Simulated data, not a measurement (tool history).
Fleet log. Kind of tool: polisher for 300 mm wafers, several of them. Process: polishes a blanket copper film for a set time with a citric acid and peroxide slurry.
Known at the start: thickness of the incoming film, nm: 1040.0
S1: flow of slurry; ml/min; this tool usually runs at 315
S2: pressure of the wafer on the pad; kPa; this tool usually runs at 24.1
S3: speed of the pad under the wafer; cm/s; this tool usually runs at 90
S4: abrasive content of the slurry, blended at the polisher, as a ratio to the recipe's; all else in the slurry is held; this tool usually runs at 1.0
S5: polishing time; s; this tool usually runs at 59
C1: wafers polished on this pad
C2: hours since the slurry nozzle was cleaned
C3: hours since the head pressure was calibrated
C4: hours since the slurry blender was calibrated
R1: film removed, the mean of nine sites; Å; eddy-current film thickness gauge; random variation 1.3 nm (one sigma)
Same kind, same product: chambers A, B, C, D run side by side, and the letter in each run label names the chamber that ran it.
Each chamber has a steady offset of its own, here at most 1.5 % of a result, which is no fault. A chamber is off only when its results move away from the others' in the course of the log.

run	hour	S1	S2	S3	S4	S5	C1	C2	C3	C4	R1
# hour 5.0: chamber B: head pressure recalibrated
# hour 7.3: chamber D: worn pad replaced by a new one
1B	12.5	315	24.1	90	1.0	59	935	246.9	7.6	71.0	1147.40
2C	24.6	315	24.1	90	1.0	59	512	60.8	474.6	56.4	1121.20
# hour 25.2: chamber B: slurry nozzle cleaned
3D	35.1	315	24.1	90	1.0	59	317	65.2	56.1	308.5	1133.80
4A	40.7	315	24.1	90	1.0	59	838	600.6	566.0	255.8	1094.20
# hour 42.6: chamber C: worn pad replaced by a new one
# hour 46.5: chamber A: worn pad replaced by a new one
5A	48.3	315	24.1	90	1.0	59	20	608.2	573.6	263.4	1131.50
6C	57.4	315	24.1	90	1.0	59	168	93.6	507.4	89.2	1120.60
# hour 58.6: chamber B: worn pad replaced by a new one
7B	67.0	315	24.1	90	1.0	59	95	41.9	62.1	125.5	1142.10
8D	78.3	315	21.4	90	1.0	59	809	108.4	99.3	351.7	1009.30
# hour 82.1: chamber D: worn pad replaced by a new one
# hour 86.0: chamber C: slurry blender recalibrated
9A	90.6	315	21.4	90	1.0	59	502	650.5	615.9	305.7	977.24
# hour 97.1: chamber A: slurry blender recalibrated
10C	98.8	315	21.4	90	1.0	59	640	135.0	548.8	12.8	962.60
# hour 103.0: chamber C: worn pad replaced by a new one
11D	110.3	315	21.4	90	1.0	59	321	140.4	131.3	383.7	1009.00
# hour 111.2: chamber D: slurry blender recalibrated
# hour 111.7: chamber A: worn pad replaced by a new one
12B	120.6	315	24.1	90	1.0	59	706	95.5	115.7	179.1	1128.60
13B	128.3	315	24.1	90	1.0	59	794	103.2	123.4	186.8	1135.40
14D	136.7	315	24.1	90	1.0	59	622	166.8	157.7	25.6	1126.80
15C	147.0	315	24.1	90	1.0	59	502	183.2	597.0	61.0	1078.40
16A	158.9	315	24.1	90	1.0	59	538	718.8	684.2	61.9	1112.50
# hour 164.2: chamber C: worn pad replaced by a new one
# hour 167.9: chamber D: worn pad replaced by a new one
17C	169.6	315	20.7	90	1.0	59	61	205.8	619.6	83.6	905.59
# hour 173.9: chamber A: worn pad replaced by a new one
# hour 174.3: chamber B: worn pad replaced by a new one
18B	181.4	315	20.7	90	1.0	59	81	156.3	176.5	239.9	980.31
19A	193.4	315	20.7	90	1.0	59	222	753.3	718.7	96.4	984.87
20D	200.8	315	20.7	90	1.0	59	375	230.9	221.8	89.7	973.60
21D	209.1	210	24.1	90	1.0	59	469	239.2	230.1	98.0	1097.60
22C	219.6	210	24.1	90	1.0	59	631	255.8	669.6	133.6	988.38
# hour 224.5: chamber C: slurry blender recalibrated
# hour 225.8: chamber C: worn pad replaced by a new one
23B	231.5	210	24.1	90	1.0	59	652	206.4	226.6	290.0	1069.10
24A	240.3	210	24.1	90	1.0	59	756	800.2	765.6	143.3	1073.10
# hour 245.0: chamber A: worn pad replaced by a new one
25D	248.2	315	24.1	90	1.0	59	914	278.3	269.2	137.1	1124.50
26C	254.1	315	24.1	90	1.0	59	323	290.3	704.1	29.6	1028.50
# hour 257.1: chamber B: slurry nozzle cleaned
27A	263.9	315	24.1	90	0.8	59	215	823.8	789.2	166.9	1087.90
# hour 271.5: chamber B: slurry blender recalibrated
28B	274.3	315	24.1	90	0.8	59	1139	17.3	269.4	2.9	1104.50

Which is it: a chamber that has drifted or been left off by a service, a gauge drift common to all chambers, or only each chamber's usual small offset? If a chamber is off, name it and its likeliest cause.

Chamber C drifts away from the others.
Likeliest cause: head's pressure below its setpoint, % = 9.02.

Which of the 4 candidates below, each the usual settings with something changed and its results left as question marks, puts chamber C back in line with what the other chambers give on the usual settings?
In line means no further than this from the other chambers' mean on the usual settings: R1 45.00 Å
29C-1	283.4	315	24.1	88	1.0	58					?
29C-2	283.4	315	24.8	90	1.0	60					?
29C-3	283.4	315	24.1	80	1.0	59					?
29C-4	283.4	320	24.1	90	1.0	65					?

The mean the other chambers reach with the usual settings: R1 1128.20 Å
run	R1
29C-1	970.68
29C-2	1055.50
29C-3	898.98
29C-4	1113.70
29C-4 brings the chamber back in line.

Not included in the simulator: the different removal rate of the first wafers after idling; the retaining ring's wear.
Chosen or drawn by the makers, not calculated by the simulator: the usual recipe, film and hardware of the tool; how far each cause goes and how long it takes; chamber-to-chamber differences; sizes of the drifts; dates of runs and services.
